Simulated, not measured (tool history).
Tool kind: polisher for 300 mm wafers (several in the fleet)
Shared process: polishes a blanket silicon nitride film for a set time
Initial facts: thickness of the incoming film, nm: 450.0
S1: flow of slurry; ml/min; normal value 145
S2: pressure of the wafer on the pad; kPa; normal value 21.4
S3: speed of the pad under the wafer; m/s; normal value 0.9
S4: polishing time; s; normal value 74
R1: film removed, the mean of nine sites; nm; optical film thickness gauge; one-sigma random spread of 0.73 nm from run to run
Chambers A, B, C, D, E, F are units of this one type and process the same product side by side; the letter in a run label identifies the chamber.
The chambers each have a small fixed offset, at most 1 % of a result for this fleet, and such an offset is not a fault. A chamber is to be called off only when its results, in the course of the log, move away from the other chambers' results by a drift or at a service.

-- hour=1.4 chamber D: worn pad replaced by a new one
run 1D hour=3.6 | S1=145 S2=21.4 S3=0.9 S4=74 | R1=91.793
-- hour=3.9 chamber A: worn pad replaced by a new one
run 2C hour=7.2 | S1=145 S2=21.4 S3=0.9 S4=74 | R1=89.577
run 3F hour=11.3 | S1=145 S2=21.4 S3=0.9 S4=74 | R1=88.441
-- hour=14.0 chamber F: worn pad replaced by a new one
run 4A hour=14.0 | S1=145 S2=21.4 S3=0.9 S4=74 | R1=90.228
run 5E hour=18.3 | S1=145 S2=21.4 S3=0.9 S4=74 | R1=89.935
run 6B hour=21.5 | S1=145 S2=21.4 S3=0.9 S4=74 | R1=91.164
run 7F hour=25.8 | S1=145 S2=21.4 S3=0.9 S4=74 | R1=90.165
run 8D hour=28.8 | S1=145 S2=21.4 S3=0.9 S4=63 | R1=76.030
run 9C hour=31.0 | S1=145 S2=21.4 S3=0.9 S4=63 | R1=76.612
run 10A hour=35.2 | S1=145 S2=21.4 S3=0.9 S4=63 | R1=76.587
run 11B hour=39.2 | S1=145 S2=21.4 S3=0.9 S4=63 | R1=76.934
run 12E hour=41.3 | S1=145 S2=21.4 S3=0.9 S4=63 | R1=74.610
run 13A hour=45.0 | S1=145 S2=21.4 S3=0.9 S4=63 | R1=76.751
run 14E hour=48.0 | S1=145 S2=21.4 S3=0.9 S4=74 | R1=88.194
run 15B hour=50.7 | S1=145 S2=21.4 S3=0.9 S4=74 | R1=90.491
run 16F hour=55.0 | S1=145 S2=21.4 S3=0.9 S4=63 | R1=76.468
run 17C hour=58.9 | S1=145 S2=21.4 S3=0.9 S4=63 | R1=77.302
-- hour=59.0 chamber B: worn pad replaced by a new one
-- hour=59.3 chamber F: worn pad replaced by a new one
-- hour=59.4 chamber C: worn pad replaced by a new one
run 18D hour=61.3 | S1=145 S2=21.4 S3=0.9 S4=63 | R1=76.641
run 19A hour=64.9 | S1=145 S2=21.4 S3=0.9 S4=63 | R1=76.501
run 20E hour=67.5 | S1=145 S2=21.4 S3=0.9 S4=63 | R1=74.415
run 21F hour=69.7 | S1=145 S2=21.4 S3=0.9 S4=63 | R1=76.935
run 22B hour=73.9 | S1=170 S2=21.4 S3=0.9 S4=83 | R1=103.980
run 23C hour=76.1 | S1=170 S2=21.4 S3=0.9 S4=83 | R1=102.250
run 24D hour=79.1 | S1=170 S2=21.4 S3=0.9 S4=83 | R1=104.370
run 25C hour=81.5 | S1=170 S2=21.4 S3=0.9 S4=83 | R1=102.490
run 26F hour=84.6 | S1=170 S2=21.4 S3=0.9 S4=83 | R1=104.250
run 27E hour=87.9 | S1=170 S2=21.4 S3=0.9 S4=83 | R1=98.859
run 28B hour=91.0 | S1=145 S2=21.4 S3=0.9 S4=74 | R1=89.740
run 29D hour=94.3 | S1=145 S2=21.4 S3=0.9 S4=74 | R1=89.764
-- hour=97.2 chamber D: worn pad replaced by a new one
-- hour=97.7 chamber A: worn pad replaced by a new one
run 30A hour=98.6 | S1=145 S2=21.4 S3=0.9 S4=74 | R1=90.357
run 31B hour=101.0 | S1=145 S2=21.4 S3=0.9 S4=74 | R1=91.417
run 32D hour=105.2 | S1=145 S2=21.4 S3=0.9 S4=74 | R1=89.387
run 33F hour=108.6 | S1=145 S2=21.4 S3=0.9 S4=74 | R1=89.197
run 34C hour=111.3 | S1=145 S2=21.4 S3=0.9 S4=74 | R1=89.783
run 35A hour=115.7 | S1=165 S2=21.4 S3=0.9 S4=63 | R1=76.606
-- hour=116.6 chamber F: worn pad replaced by a new one
run 36E hour=118.2 | S1=165 S2=21.4 S3=0.9 S4=63 | R1=74.217
run 37C hour=120.5 | S1=165 S2=21.4 S3=0.9 S4=63 | R1=76.926
-- hour=121.0 chamber E: worn pad replaced by a new one
run 38B hour=123.7 | S1=165 S2=21.4 S3=0.9 S4=63 | R1=79.259
run 39A hour=127.7 | S1=165 S2=21.4 S3=0.9 S4=63 | R1=78.014
run 40E hour=130.1 | S1=165 S2=21.4 S3=0.9 S4=63 | R1=73.973
run 41F hour=132.5 | S1=145 S2=21.4 S3=0.9 S4=74 | R1=89.969

Next, all 6 chambers run the settings below, one line each with question marks for the results. What does each chamber give?
run 42A hour=135.7 | S1=145 S2=21.4 S3=0.9 S4=74 | R1=?
run 42B hour=135.7 | S1=145 S2=21.4 S3=0.9 S4=74 | R1=?
run 42C hour=135.7 | S1=145 S2=21.4 S3=0.9 S4=74 | R1=?
run 42D hour=135.7 | S1=145 S2=21.4 S3=0.9 S4=74 | R1=?
run 42E hour=135.7 | S1=145 S2=21.4 S3=0.9 S4=74 | R1=?
run 42F hour=135.7 | S1=145 S2=21.4 S3=0.9 S4=74 | R1=?

run=42A R1=89.116
run=42B R1=89.795
run=42C R1=88.985
run=42D R1=90.830
run=42E R1=85.583
run=42F R1=91.402
